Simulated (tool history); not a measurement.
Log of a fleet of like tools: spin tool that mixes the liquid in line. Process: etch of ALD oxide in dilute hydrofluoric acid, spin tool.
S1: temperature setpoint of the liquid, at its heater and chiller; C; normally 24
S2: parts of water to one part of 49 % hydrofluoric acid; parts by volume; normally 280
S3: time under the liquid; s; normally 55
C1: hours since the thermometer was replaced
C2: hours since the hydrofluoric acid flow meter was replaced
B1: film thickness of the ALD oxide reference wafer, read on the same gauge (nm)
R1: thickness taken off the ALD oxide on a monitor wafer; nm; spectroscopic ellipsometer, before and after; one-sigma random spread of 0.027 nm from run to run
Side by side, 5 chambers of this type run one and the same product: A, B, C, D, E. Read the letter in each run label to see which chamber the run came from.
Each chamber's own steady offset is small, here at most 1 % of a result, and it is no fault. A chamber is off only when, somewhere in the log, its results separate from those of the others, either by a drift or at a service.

{"run": "1B", "hour": 10.1, "S1": 24, "S2": 280, "S3": 55, "C1": 1168.5, "C2": 39.2, "B1": 140.0, "R1": 4.0616}
{"run": "2D", "hour": 15.8, "S1": 24, "S2": 280, "S3": 55, "C1": 151.1, "C2": 19.3, "B1": 139.98, "R1": 3.9881}
{"run": "3C", "hour": 23.5, "S1": 24, "S2": 280, "S3": 55, "C1": 123.6, "C2": 504.2, "B1": 139.98, "R1": 4.0086}
{"run": "4E", "hour": 32.3, "S1": 24, "S2": 280, "S3": 55, "C1": 299.9, "C2": 149.9, "B1": 140.02, "R1": 4.0216}
{"run": "5A", "hour": 37.9, "S1": 24, "S2": 280, "S3": 55, "C1": 1548.4, "C2": 2592.5, "B1": 140.03, "R1": 4.0068}
{"run": "6B", "hour": 43.7, "S1": 24, "S2": 280, "S3": 55, "C1": 1202.1, "C2": 72.8, "B1": 139.97, "R1": 4.0854}
{"run": "7E", "hour": 51.4, "S1": 24, "S2": 280, "S3": 55, "C1": 319.0, "C2": 169.0, "B1": 140.02, "R1": 4.0572}
{"hour": 60.0, "done": "chamber C: hydrofluoric acid flow meter replaced"}
{"run": "8D", "hour": 61.4, "S1": 24, "S2": 280, "S3": 55, "C1": 196.7, "C2": 64.9, "B1": 140.01, "R1": 3.9665}
{"run": "9A", "hour": 69.5, "S1": 24, "S2": 280, "S3": 55, "C1": 1580.0, "C2": 2624.1, "B1": 139.99, "R1": 3.9705}
{"run": "10C", "hour": 80.1, "S1": 22, "S2": 235, "S3": 55, "C1": 180.2, "C2": 20.2, "B1": 139.96, "R1": 4.6365}
{"run": "11C", "hour": 85.7, "S1": 22, "S2": 235, "S3": 55, "C1": 185.8, "C2": 25.8, "B1": 139.99, "R1": 4.6623}
{"run": "12D", "hour": 93.7, "S1": 22, "S2": 235, "S3": 55, "C1": 229.0, "C2": 97.2, "B1": 140.01, "R1": 4.6954}
{"run": "13B", "hour": 100.5, "S1": 22, "S2": 235, "S3": 55, "C1": 1258.9, "C2": 129.6, "B1": 139.97, "R1": 4.7341}
{"run": "14E", "hour": 105.7, "S1": 22, "S2": 235, "S3": 55, "C1": 373.3, "C2": 223.3, "B1": 140.0, "R1": 4.739}
{"run": "15A", "hour": 114.9, "S1": 24, "S2": 280, "S3": 55, "C1": 1625.4, "C2": 2669.5, "B1": 140.01, "R1": 3.9926}
{"run": "16E", "hour": 125.2, "S1": 24, "S2": 280, "S3": 55, "C1": 392.8, "C2": 242.8, "B1": 140.0, "R1": 4.0772}
{"run": "17B", "hour": 133.2, "S1": 24, "S2": 280, "S3": 55, "C1": 1291.6, "C2": 162.3, "B1": 140.0, "R1": 4.108}
{"hour": 136.4, "done": "chamber A: hydrofluoric acid flow meter replaced"}
{"run": "18C", "hour": 140.0, "S1": 24, "S2": 280, "S3": 55, "C1": 240.1, "C2": 80.1, "B1": 140.0, "R1": 3.986}
{"run": "19A", "hour": 148.9, "S1": 24, "S2": 280, "S3": 55, "C1": 1659.4, "C2": 12.6, "B1": 139.98, "R1": 3.9842}
{"run": "20D", "hour": 156.8, "S1": 24, "S2": 280, "S3": 55, "C1": 292.1, "C2": 160.3, "B1": 140.01, "R1": 4.0178}
{"run": "21A", "hour": 166.2, "S1": 24, "S2": 280, "S3": 55, "C1": 1676.7, "C2": 29.9, "B1": 139.99, "R1": 4.0422}
{"run": "22B", "hour": 171.3, "S1": 24, "S2": 280, "S3": 55, "C1": 1329.7, "C2": 200.4, "B1": 140.01, "R1": 4.1204}
{"run": "23D", "hour": 180.1, "S1": 24, "S2": 280, "S3": 55, "C1": 315.4, "C2": 183.6, "B1": 139.99, "R1": 3.9768}
{"run": "24C", "hour": 189.2, "S1": 24, "S2": 280, "S3": 55, "C1": 289.3, "C2": 129.3, "B1": 139.99, "R1": 4.0179}
{"run": "25E", "hour": 195.0, "S1": 24, "S2": 280, "S3": 55, "C1": 462.6, "C2": 312.6, "B1": 140.0, "R1": 4.0679}
{"run": "26C", "hour": 200.1, "S1": 24, "S2": 280, "S3": 55, "C1": 300.2, "C2": 140.2, "B1": 139.99, "R1": 3.9804}
{"run": "27A", "hour": 207.4, "S1": 24, "S2": 280, "S3": 55, "C1": 1717.9, "C2": 71.1, "B1": 140.02, "R1": 4.037}
{"run": "28D", "hour": 215.4, "S1": 24, "S2": 280, "S3": 55, "C1": 350.7, "C2": 218.9, "B1": 140.02, "R1": 3.9936}
{"run": "29B", "hour": 222.3, "S1": 24, "S2": 280, "S3": 55, "C1": 1380.7, "C2": 251.4, "B1": 139.98, "R1": 4.1635}
{"run": "30E", "hour": 231.2, "S1": 24, "S2": 345, "S3": 80, "C1": 498.8, "C2": 348.8, "B1": 139.97, "R1": 4.4382}
{"run": "31C", "hour": 236.5, "S1": 24, "S2": 345, "S3": 80, "C1": 336.6, "C2": 176.6, "B1": 140.04, "R1": 4.4637}
{"run": "32E", "hour": 245.7, "S1": 24, "S2": 345, "S3": 80, "C1": 513.3, "C2": 363.3, "B1": 139.99, "R1": 4.484}
{"run": "33B", "hour": 252.1, "S1": 24, "S2": 345, "S3": 80, "C1": 1410.5, "C2": 281.2, "B1": 140.02, "R1": 4.6422}
{"run": "34A", "hour": 260.3, "S1": 24, "S2": 345, "S3": 80, "C1": 1770.8, "C2": 124.0, "B1": 140.01, "R1": 4.469}
{"run": "35D", "hour": 266.9, "S1": 24, "S2": 280, "S3": 55, "C1": 402.2, "C2": 270.4, "B1": 139.99, "R1": 3.9724}
{"hour": 269.5, "done": "chamber A: thermometer replaced"}
{"run": "36D", "hour": 272.6, "S1": 24, "S2": 280, "S3": 55, "C1": 407.9, "C2": 276.1, "B1": 140.05, "R1": 4.0166}
{"run": "37C", "hour": 281.9, "S1": 24, "S2": 280, "S3": 55, "C1": 382.0, "C2": 222.0, "B1": 140.0, "R1": 4.0729}
{"run": "38E", "hour": 288.5, "S1": 24, "S2": 280, "S3": 55, "C1": 556.1, "C2": 406.1, "B1": 140.0, "R1": 4.0536}
{"run": "39B", "hour": 294.4, "S1": 24, "S2": 280, "S3": 55, "C1": 1452.8, "C2": 323.5, "B1": 139.99, "R1": 4.1873}
{"run": "40A", "hour": 302.1, "S1": 24, "S2": 280, "S3": 55, "C1": 32.6, "C2": 165.8, "B1": 140.01, "R1": 4.0299}
{"run": "41A", "hour": 309.5, "S1": 24, "S2": 280, "S3": 55, "C1": 40.0, "C2": 173.2, "B1": 140.0, "R1": 4.0496}
{"run": "42E", "hour": 316.3, "S1": 24, "S2": 280, "S3": 55, "C1": 583.9, "C2": 433.9, "B1": 140.02, "R1": 4.0571}
{"run": "43D", "hour": 324.7, "S1": 24, "S2": 280, "S3": 55, "C1": 460.0, "C2": 328.2, "B1": 139.99, "R1": 4.0109}
{"run": "44B", "hour": 335.5, "S1": 24, "S2": 280, "S3": 55, "C1": 1493.9, "C2": 364.6, "B1": 140.0, "R1": 4.187}

One chamber off, gauge drift, or nothing amiss beyond the chambers' own small offsets? If it is a chamber, which one, and what is the likeliest cause?

Chamber B drifts away from the others.
Most likely cause: liquid hotter than its thermometer reads (K) = 1.36.
The log may not tell that from: hydrofluoric acid flow above the setpoint (%).

Chamber B could run next with any of the 4 candidate recipes listed below; each alters the usual settings, and their results appear as question marks. Which one brings its results back in line with what the other chambers deliver on the usual settings?
To be in line, a result may differ from the other chambers' mean on the usual settings by at most: R1 0.0950 nm
{"run": "45B-1", "hour": 343.3, "S1": 24, "S2": 260, "S3": 55, "R1": "?"}
{"run": "45B-2", "hour": 343.3, "S1": 24, "S2": 280, "S3": 50, "R1": "?"}
{"run": "45B-3", "hour": 343.3, "S1": 24, "S2": 290, "S3": 55, "R1": "?"}
{"run": "45B-4", "hour": 343.3, "S1": 24, "S2": 270, "S3": 55, "R1": "?"}

Other chambers, usual settings, mean: R1 4.0236 nm
run=45B-1 R1=4.6538
run=45B-2 R1=3.8449
run=45B-3 R1=4.0405
run=45B-4 R1=4.4332
The right change is 45B-3: it brings the chamber back within the allowed miss of the others.
